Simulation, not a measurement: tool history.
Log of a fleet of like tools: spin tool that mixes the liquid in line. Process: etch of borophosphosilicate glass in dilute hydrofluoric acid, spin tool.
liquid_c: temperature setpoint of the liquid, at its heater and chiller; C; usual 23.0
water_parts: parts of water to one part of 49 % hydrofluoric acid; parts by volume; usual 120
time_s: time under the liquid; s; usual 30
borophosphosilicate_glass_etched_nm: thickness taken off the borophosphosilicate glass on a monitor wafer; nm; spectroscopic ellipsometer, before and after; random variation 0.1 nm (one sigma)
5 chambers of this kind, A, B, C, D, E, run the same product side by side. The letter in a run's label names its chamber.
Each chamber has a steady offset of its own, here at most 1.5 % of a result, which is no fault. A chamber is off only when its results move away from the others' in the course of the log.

| run | day | liquid_c | water_parts | time_s | hours since the thermometer was replaced | hours since the hydrofluoric acid flow meter was replaced | read-back film thickness of the borophosphosilicate glass reference wafer, read on the same gauge (nm) | borophosphosilicate_glass_etched_nm |
|---|---|---|---|---|---|---|---|---|
| 1A | 0.362 | 23.0 | 120 | 30 | 1399.3 | 1419.8 | 80.004 | 12.6620 |
| 2C | 0.746 | 23.0 | 120 | 30 | 393.8 | 222.7 | 79.973 | 12.7180 |
| 3B | 1.042 | 23.0 | 120 | 30 | 1602.9 | 754.9 | 79.983 | 12.6980 |
| 4D | 1.408 | 23.0 | 120 | 30 | 1097.5 | 124.5 | 79.968 | 12.9880 |
| 5E | 1.712 | 23.0 | 165 | 30 | 567.6 | 888.3 | 80.026 | 8.9706 |
| 6B | 2.125 | 23.0 | 165 | 30 | 1628.9 | 780.9 | 79.987 | 8.9072 |
| 7A | 2.425 | 23.0 | 165 | 30 | 1448.8 | 1469.3 | 79.965 | 8.6550 |
| 8C | 2.846 | 23.0 | 165 | 30 | 444.2 | 273.1 | 79.956 | 8.8314 |
| 9D | 3.204 | 23.0 | 165 | 30 | 1140.6 | 167.6 | 79.992 | 9.0307 |
| 10E | 3.654 | 23.0 | 120 | 30 | 614.2 | 934.9 | 80.018 | 13.0300 |
| 11D | 4.104 | 23.0 | 120 | 30 | 1162.2 | 189.2 | 80.013 | 12.9880 |
| 12E | 4.571 | 23.0 | 120 | 30 | 636.2 | 956.9 | 79.988 | 12.8710 |
| 13C | 4.888 | 23.0 | 120 | 30 | 493.2 | 322.1 | 80.032 | 12.5990 |
| 14A | 5.192 | 23.0 | 120 | 30 | 1515.2 | 1535.7 | 79.987 | 12.7720 |
| 15B | 5.479 | 23.0 | 120 | 30 | 1709.4 | 861.4 | 79.945 | 12.4280 |
| 16C | 5.792 | 23.0 | 120 | 30 | 514.9 | 343.8 | 80.037 | 12.8700 |
| 17E | 6.038 | 23.0 | 120 | 30 | 671.4 | 992.1 | 80.001 | 12.6460 |
| 18A | 6.583 | 23.0 | 120 | 30 | 1548.6 | 1569.1 | 79.982 | 12.5650 |
| 19B | 7.112 | 28.0 | 120 | 20 | 1748.6 | 900.6 | 79.978 | 9.9759 |
| 20D | 7.542 | 28.0 | 120 | 20 | 1244.7 | 271.7 | 79.987 | 10.7040 |
| 21E | 7.967 | 28.0 | 120 | 20 | 717.7 | 1038.4 | 80.001 | 10.2410 |
| 22C | 8.238 | 28.0 | 120 | 20 | 573.6 | 402.5 | 79.981 | 10.5250 |
| 23A | 8.683 | 28.0 | 120 | 20 | 1599.0 | 1619.5 | 79.950 | 10.1180 |
| 24B | 9.079 | 23.0 | 120 | 30 | 1795.8 | 947.8 | 80.001 | 12.3340 |
| 25D | 9.408 | 23.0 | 120 | 30 | 1289.5 | 316.5 | 80.015 | 13.0390 |
| 26C | 9.833 | 23.0 | 120 | 30 | 611.9 | 440.8 | 79.996 | 12.7250 |
| 27E | 10.075 | 23.0 | 120 | 30 | 768.3 | 1089.0 | 80.030 | 12.7070 |
| 28D | 10.379 | 23.0 | 120 | 30 | 1312.8 | 339.8 | 80.005 | 13.0440 |
| 29B | 10.817 | 23.0 | 120 | 30 | 1837.5 | 989.5 | 79.997 | 12.1660 |
| 30A | 11.071 | 26.5 | 120 | 30 | 1656.3 | 1676.8 | 79.963 | 14.7380 |
| 31B | 11.542 | 26.5 | 120 | 30 | 1854.9 | 1006.9 | 80.035 | 13.9000 |
| 32C | 11.867 | 26.5 | 120 | 30 | 660.7 | 489.6 | 80.005 | 14.6080 |
| 33E | 12.392 | 26.5 | 120 | 30 | 823.9 | 1144.6 | 79.970 | 14.6350 |
| 34A | 12.817 | 26.5 | 120 | 30 | 1698.2 | 1718.7 | 80.010 | 14.6350 |
| 35D | 13.158 | 23.0 | 120 | 30 | 1379.5 | 406.5 | 80.010 | 13.0360 |
| 36E | 13.429 | 23.0 | 120 | 30 | 848.8 | 1169.5 | 80.039 | 12.9050 |
| 37D | 13.908 | 23.0 | 120 | 30 | 1397.5 | 424.5 | 80.000 | 13.2570 |
|  | 13.962 | chamber A: hydrofluoric acid flow meter replaced |
| 38A | 14.154 | 23.0 | 120 | 30 | 1730.3 | 4.7 | 79.976 | 12.8810 |
| 39C | 14.638 | 23.0 | 120 | 30 | 727.2 | 556.1 | 79.997 | 12.6270 |
| 40B | 15.171 | 23.0 | 120 | 30 | 1942.0 | 1094.0 | 80.008 | 11.9410 |

Is one chamber off against the others, does the gauge drift, or is nothing wrong? If a chamber is off, say which, and what the likeliest cause is.

Chamber B drifts away from the others.
Cause: liquid colder than its thermometer reads (K) = 1.75.
The log may not tell that from: hydrofluoric acid flow below the setpoint (%).

Here are 4 candidates for chamber B's next run, each the usual settings with a change, their results left as question marks. Which one brings its results back in line with what the others give on the usual settings?
In line means no further than this from the other chambers' mean on the usual settings: borophosphosilicate_glass_etched_nm 0.3600 nm
| 41B-1 | 15.567 | 23.5 | 120 | 30 |  |  |  | ? |
| 41B-2 | 15.567 | 22.5 | 120 | 30 |  |  |  | ? |
| 41B-3 | 15.567 | 21.0 | 120 | 30 |  |  |  | ? |
| 41B-4 | 15.567 | 25.0 | 120 | 30 |  |  |  | ? |

The other chambers' mean on the usual settings: borophosphosilicate_glass_etched_nm 12.8870 nm
| run | borophosphosilicate_glass_etched_nm |
|---|---|
| 41B-1 | 12.0900 |
| 41B-2 | 11.6200 |
| 41B-3 | 10.9430 |
| 41B-4 | 12.8200 |
41B-4 brings the chamber back in line.

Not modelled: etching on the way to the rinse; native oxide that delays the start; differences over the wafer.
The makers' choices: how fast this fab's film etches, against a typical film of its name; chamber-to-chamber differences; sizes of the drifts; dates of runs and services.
